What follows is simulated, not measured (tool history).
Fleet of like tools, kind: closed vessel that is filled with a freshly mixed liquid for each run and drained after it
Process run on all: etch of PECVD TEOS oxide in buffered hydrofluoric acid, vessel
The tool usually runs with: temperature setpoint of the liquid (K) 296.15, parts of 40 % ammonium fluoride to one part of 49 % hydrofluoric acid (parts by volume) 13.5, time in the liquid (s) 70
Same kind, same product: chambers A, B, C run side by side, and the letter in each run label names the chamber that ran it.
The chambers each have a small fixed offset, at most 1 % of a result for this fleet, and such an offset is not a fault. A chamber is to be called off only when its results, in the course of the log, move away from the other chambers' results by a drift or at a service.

run,hour,temperature setpoint of the liquid (K),parts of 40 % ammonium fluoride to one part of 49 % hydrofluoric acid (parts by volume),time in the liquid (s),"read-back film thickness of the PECVD TEOS oxide reference wafer, read on the same gauge (nm)",thickness taken off the PECVD TEOS oxide on a monitor wafer (nm)
1B,7.5,296.15,13.5,70,110.00,61.968
2C,13.6,296.15,13.5,70,110.00,61.428
3A,22.7,296.15,13.5,70,109.99,61.667
4A,29.9,296.15,13.5,70,110.04,60.582
5B,37.5,296.15,13.5,70,110.00,61.979
6C,43.5,296.15,13.5,70,109.97,61.015
# hour 46.2: chamber B: hydrofluoric acid flow meter replaced
7C,52.0,296.15,13.5,110,110.00,94.869
8A,59.5,296.15,13.5,110,110.00,95.969
9B,64.6,296.15,13.5,110,110.02,96.323
10B,69.2,296.15,13.5,70,109.95,61.350
11C,74.7,296.15,13.5,70,110.00,60.847
12A,83.0,296.15,13.5,70,110.04,62.594
13C,88.4,296.15,13.5,70,109.98,60.524
14A,96.0,296.15,13.5,70,110.00,60.989
15B,104.2,296.15,13.5,70,109.95,60.976
16A,108.3,296.15,13.5,70,109.99,62.210
# hour 113.2: chamber B: thermometer replaced
17B,115.4,296.15,13.5,70,110.01,62.200
18C,119.4,296.15,13.5,70,109.99,58.674
19C,126.8,296.15,13.5,70,110.01,58.601
20B,132.6,296.15,13.5,70,110.02,60.976
21A,139.5,296.15,13.5,70,109.98,62.145
22B,148.1,296.15,13.5,70,109.98,61.895
23C,156.5,296.15,13.5,70,109.99,58.793
24A,162.0,296.15,13.5,70,109.98,61.681
25A,169.5,296.15,13.5,70,109.98,61.103
26C,173.8,296.15,13.5,70,110.06,58.434
27B,183.1,296.15,13.5,70,110.02,61.692
28C,188.3,296.15,13.5,70,110.00,57.758
29A,196.5,296.15,13.5,70,109.97,61.598
30B,204.7,296.15,13.5,70,109.99,62.094
31C,210.5,296.15,13.5,70,109.95,57.936
32B,219.5,296.15,13.5,70,110.02,61.666
33A,227.1,296.15,13.5,90,109.97,79.011
34B,234.4,296.15,13.5,90,110.01,78.312
35A,242.3,296.15,13.5,90,109.99,79.823
36C,247.8,296.15,13.5,70,110.03,56.846
37A,254.2,296.15,13.5,50,110.00,44.503
38B,259.1,296.15,13.5,50,110.00,43.903
39C,263.1,296.15,13.5,50,109.99,40.799
40A,268.0,296.15,13.5,70,109.98,60.908
41C,274.9,296.15,13.5,70,109.98,56.750
42B,280.0,296.15,13.5,70,110.02,61.424
43C,284.8,296.15,13.5,70,110.02,55.164
44B,289.6,296.15,13.5,70,109.99,60.875

Each of the 3 chambers runs these same settings next. Fill in every chamber's results:
45A,296.3,296.15,18.0,70,,?
45B,296.3,296.15,18.0,70,,?
45C,296.3,296.15,18.0,70,,?

run,thickness taken off the PECVD TEOS oxide on a monitor wafer (nm)
45A,46.361
45B,45.877
45C,42.493
